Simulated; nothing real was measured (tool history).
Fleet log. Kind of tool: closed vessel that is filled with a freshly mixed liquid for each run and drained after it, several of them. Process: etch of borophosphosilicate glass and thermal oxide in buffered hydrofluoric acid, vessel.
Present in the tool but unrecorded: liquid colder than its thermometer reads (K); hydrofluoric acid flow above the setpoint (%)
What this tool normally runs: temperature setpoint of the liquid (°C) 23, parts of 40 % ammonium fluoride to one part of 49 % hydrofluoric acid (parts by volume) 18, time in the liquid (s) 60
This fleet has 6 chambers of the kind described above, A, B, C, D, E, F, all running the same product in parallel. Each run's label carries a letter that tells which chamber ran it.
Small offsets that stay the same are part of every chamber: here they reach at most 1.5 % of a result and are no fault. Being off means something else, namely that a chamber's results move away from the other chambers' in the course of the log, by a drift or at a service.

| run | hour | temperature setpoint of the liquid (°C) | parts of 40 % ammonium fluoride to one part of 49 % hydrofluoric acid (parts by volume) | time in the liquid (s) | hours since the thermometer was replaced | hours since the hydrofluoric acid flow meter was replaced | read-back film thickness of the borophosphosilicate glass reference wafer, read on the same gauge (nm) | read-back film thickness of the thermal oxide reference wafer, read on the same gauge (nm) | thickness taken off the borophosphosilicate glass on a monitor wafer (Å) | thickness taken off the thermal oxide on a monitor wafer (Å) |
|---|---|---|---|---|---|---|---|---|---|---|
| 1C | 3.7 | 23 | 18 | 60 | 593 | 397.5 | 50.001 | 140.04 | 1014.1 | 361.9 |
| 2F | 8 | 23 | 18 | 60 | 298 | 1896.2 | 49.983 | 139.99 | 1015.9 | 375.82 |
| 3E | 14.6 | 23 | 18 | 60 | 289.9 | 764.9 | 49.986 | 140.02 | 1026.5 | 367.56 |
| 4A | 21.7 | 23 | 18 | 60 | 83.8 | 773.8 | 49.992 | 140.01 | 1021.3 | 371.48 |
| 5B | 28.2 | 23 | 18 | 60 | 857.7 | 1290.9 | 49.997 | 139.98 | 1032.5 | 372.16 |
| 6D | 35.4 | 23 | 18 | 45 | 682.9 | 570.1 | 50.007 | 140.01 | 757.53 | 278.83 |
| 7D | 42.5 | 23 | 18 | 45 | 690 | 577.2 | 49.99 | 139.97 | 766.91 | 282.13 |
| 8E | 48.2 | 23 | 18 | 45 | 323.5 | 798.5 | 50.006 | 139.97 | 770.6 | 273.48 |
| 9A | 52.8 | 23 | 18 | 45 | 114.9 | 804.9 | 50.005 | 140.02 | 770.71 | 275.6 |
| 10C | 57.1 | 23 | 18 | 45 | 646.4 | 450.9 | 50.004 | 139.97 | 760.67 | 268.68 |
| 11F | 64.1 | 23 | 18 | 45 | 354.1 | 1952.3 | 50.02 | 139.99 | 763.61 | 278.72 |
|  | 65.7 | chamber B: hydrofluoric acid flow meter replaced |
| 12B | 69.7 | 23 | 18 | 60 | 899.2 | 4 | 50.01 | 140.03 | 1019.8 | 371.63 |
| 13E | 75.1 | 23 | 18 | 60 | 350.4 | 825.4 | 49.988 | 139.98 | 1035.4 | 366.34 |
| 14B | 82.2 | 23 | 18 | 60 | 911.7 | 16.5 | 50.003 | 140.02 | 1021 | 367.38 |
| 15D | 86.8 | 20.5 | 18 | 85 | 734.3 | 621.5 | 49.988 | 140 | 1235.3 | 451.39 |
| 16C | 91.6 | 20.5 | 18 | 85 | 680.9 | 485.4 | 49.991 | 140.01 | 1262.9 | 445.3 |
| 17A | 95.7 | 20.5 | 18 | 85 | 157.8 | 847.8 | 49.992 | 140.03 | 1253.6 | 451.87 |
| 18F | 101.6 | 20.5 | 18 | 85 | 391.6 | 1989.8 | 50.01 | 140.01 | 1244.6 | 451.79 |
| 19B | 105.3 | 20.5 | 18 | 85 | 934.8 | 39.6 | 50.002 | 139.98 | 1239.4 | 454.85 |
| 20C | 110.5 | 20.5 | 18 | 85 | 699.8 | 504.3 | 49.989 | 140.06 | 1249.5 | 447.2 |
| 21E | 114.9 | 23 | 18 | 60 | 390.2 | 865.2 | 49.994 | 139.99 | 1043 | 367.9 |
| 22D | 118.9 | 23 | 18 | 60 | 766.4 | 653.6 | 49.997 | 139.97 | 1009.9 | 364.59 |
| 23A | 124 | 23 | 18 | 60 | 186.1 | 876.1 | 50.007 | 140 | 1011.6 | 374.84 |
| 24F | 130.4 | 23 | 18 | 60 | 420.4 | 2018.6 | 50.008 | 139.99 | 1002.8 | 370.69 |
| 25F | 137.2 | 23 | 18 | 60 | 427.2 | 2025.4 | 50 | 140.01 | 1032.9 | 377.49 |
| 26D | 143.8 | 23 | 18 | 60 | 791.3 | 678.5 | 50.008 | 139.97 | 1009.1 | 371.41 |
|  | 145.3 | chamber E: hydrofluoric acid flow meter replaced |
| 27E | 150.6 | 23 | 18 | 60 | 425.9 | 5.3 | 49.999 | 140 | 1022.2 | 365.26 |
| 28A | 156.6 | 23 | 18 | 60 | 218.7 | 908.7 | 50.011 | 139.99 | 1013.3 | 369.19 |
| 29B | 162.1 | 23 | 18 | 60 | 991.6 | 96.4 | 49.995 | 140.04 | 1022.7 | 369.53 |
|  | 163 | chamber F: hydrofluoric acid flow meter replaced |
| 30C | 166.3 | 23 | 18 | 60 | 755.6 | 560.1 | 50 | 140.08 | 1020 | 366.28 |
| 31E | 172.7 | 23 | 18 | 60 | 448 | 27.4 | 50.003 | 139.99 | 1020.7 | 364.74 |
| 32C | 180.3 | 23 | 18 | 60 | 769.6 | 574.1 | 50.002 | 140.02 | 1028 | 363.79 |
| 33D | 187.2 | 26 | 18 | 30 | 834.7 | 721.9 | 49.998 | 139.99 | 600.68 | 216.79 |
| 34B | 190.7 | 26 | 18 | 30 | 1020.2 | 125 | 50.012 | 139.95 | 596.79 | 216.75 |
|  | 192.6 | chamber B: thermometer replaced |
| 35A | 195.3 | 26 | 18 | 30 | 257.4 | 947.4 | 49.977 | 140.06 | 599.08 | 217.57 |
| 36F | 199.9 | 26 | 18 | 30 | 489.9 | 36.9 | 49.988 | 140 | 597.15 | 218.01 |
| 37B | 205.2 | 26 | 18 | 30 | 12.7 | 139.5 | 50.009 | 140 | 588.31 | 219.21 |

Read the log: is a single chamber off, either drifting away or since a service, is the gauge that measures every chamber drifting, or is nothing wrong beyond small per-chamber offsets? Name any odd chamber and what most likely caused it.

All chambers stay in line apart from their small fixed offsets, and the gauge does not drift.
